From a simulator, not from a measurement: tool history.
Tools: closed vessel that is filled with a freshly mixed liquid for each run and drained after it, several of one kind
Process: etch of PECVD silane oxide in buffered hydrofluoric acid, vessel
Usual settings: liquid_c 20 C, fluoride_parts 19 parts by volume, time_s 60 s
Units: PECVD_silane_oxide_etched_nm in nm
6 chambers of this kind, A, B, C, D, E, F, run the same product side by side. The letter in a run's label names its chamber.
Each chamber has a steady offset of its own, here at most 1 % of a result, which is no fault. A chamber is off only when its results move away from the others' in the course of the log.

| run | hour | liquid_c | fluoride_parts | time_s | hours since the thermometer was replaced | hours since the hydrofluoric acid flow meter was replaced | read-back film thickness of the PECVD silane oxide reference wafer, read on the same gauge (nm) | PECVD_silane_oxide_etched_nm |
|---|---|---|---|---|---|---|---|---|
| 1C | 7.6 | 20 | 19 | 60 | 1678.5 | 249.1 | 70.032 | 56.308 |
| 2F | 15 | 20 | 19 | 60 | 585.2 | 898 | 70.004 | 55.029 |
| 3E | 22.9 | 20 | 19 | 60 | 414.5 | 495.4 | 70.009 | 54.589 |
| 4B | 32.4 | 20 | 19 | 60 | 472.7 | 369.7 | 69.975 | 55.863 |
| 5A | 42.2 | 20 | 19 | 60 | 379.8 | 2731.8 | 70.026 | 55.372 |
| 6D | 49.8 | 20 | 19 | 60 | 372 | 1239 | 70 | 55.547 |
| 7D | 54.4 | 20 | 19 | 60 | 376.6 | 1243.6 | 69.981 | 55.673 |
| 8E | 63.4 | 20 | 19 | 60 | 455 | 535.9 | 70.018 | 54.65 |
| 9C | 70.7 | 20 | 19 | 60 | 1741.6 | 312.2 | 70.022 | 55.661 |
| 10F | 81 | 20 | 19 | 60 | 651.2 | 964 | 70.026 | 55.919 |
|  | 83.8 | chamber F: hydrofluoric acid flow meter replaced |
| 11B | 86.8 | 20 | 19 | 60 | 527.1 | 424.1 | 69.964 | 54.869 |
| 12A | 91.8 | 20 | 19 | 60 | 429.4 | 2781.4 | 69.992 | 55.687 |
| 13A | 102.1 | 20 | 19 | 60 | 439.7 | 2791.7 | 69.994 | 55.174 |
| 14E | 112.3 | 20 | 19 | 60 | 503.9 | 584.8 | 70.014 | 54.33 |
| 15F | 117.9 | 20 | 19 | 60 | 688.1 | 34.1 | 70.018 | 55.42 |
| 16C | 123.7 | 20 | 13 | 60 | 1794.6 | 365.2 | 69.995 | 80.531 |
| 17B | 131 | 20 | 13 | 60 | 571.3 | 468.3 | 69.994 | 79.974 |
|  | 135.9 | chamber A: hydrofluoric acid flow meter replaced |
| 18D | 138.5 | 20 | 13 | 60 | 460.7 | 1327.7 | 69.979 | 81.089 |
| 19C | 146.3 | 20 | 13 | 60 | 1817.2 | 387.8 | 70.004 | 81.015 |
| 20A | 151.7 | 20 | 13 | 60 | 489.3 | 15.8 | 70.019 | 81.1 |
| 21E | 159.7 | 20 | 13 | 60 | 551.3 | 632.2 | 69.993 | 79.671 |
| 22B | 167.9 | 20 | 24 | 30 | 608.2 | 505.2 | 70.005 | 23.147 |
| 23D | 173.5 | 20 | 24 | 30 | 495.7 | 1362.7 | 69.976 | 23.244 |
| 24F | 180.4 | 20 | 24 | 30 | 750.6 | 96.6 | 69.995 | 22.957 |
| 25F | 189.9 | 20 | 24 | 30 | 760.1 | 106.1 | 69.982 | 23.193 |
| 26D | 196.2 | 20 | 24 | 30 | 518.4 | 1385.4 | 70.007 | 23.298 |
| 27C | 203.1 | 20 | 24 | 30 | 1874 | 444.6 | 69.992 | 23.118 |
| 28A | 209.8 | 20 | 16 | 60 | 547.4 | 73.9 | 70 | 65.586 |
| 29B | 217.2 | 20 | 16 | 60 | 657.5 | 554.5 | 69.954 | 65.325 |
|  | 218.7 | chamber B: hydrofluoric acid flow meter replaced |
| 30E | 227.5 | 20 | 16 | 60 | 619.1 | 700 | 69.979 | 65.656 |
| 31A | 234.2 | 20 | 16 | 60 | 571.8 | 98.3 | 69.979 | 64.598 |
| 32C | 243.7 | 20 | 16 | 60 | 1914.6 | 485.2 | 69.961 | 66.493 |
|  | 248.7 | chamber F: thermometer replaced |
| 33D | 252 | 20 | 16 | 60 | 574.2 | 1441.2 | 70.007 | 66.25 |
| 34E | 257.9 | 20 | 19 | 60 | 649.5 | 730.4 | 70.033 | 53.988 |
| 35B | 262.8 | 20 | 19 | 60 | 703.1 | 44.2 | 70.015 | 54.536 |
|  | 263.5 | chamber E: thermometer replaced |
| 36F | 270.4 | 20 | 19 | 60 | 21.7 | 186.6 | 69.991 | 55.287 |
| 37E | 275.2 | 20 | 19 | 60 | 11.8 | 747.7 | 70.043 | 54.22 |
| 38F | 281.5 | 20 | 19 | 60 | 32.8 | 197.7 | 70.038 | 55.48 |
| 39B | 286.1 | 20 | 19 | 60 | 726.4 | 67.5 | 69.973 | 55.883 |
| 40D | 292.8 | 20 | 19 | 60 | 615 | 1482 | 69.992 | 55.857 |

What goes on in this fleet: one chamber off, a drifting gauge, or nothing beyond the chambers' own small offsets? Name the chamber and the cause, if any.

No chamber stands off beyond its own small offset, and the gauge holds steady.
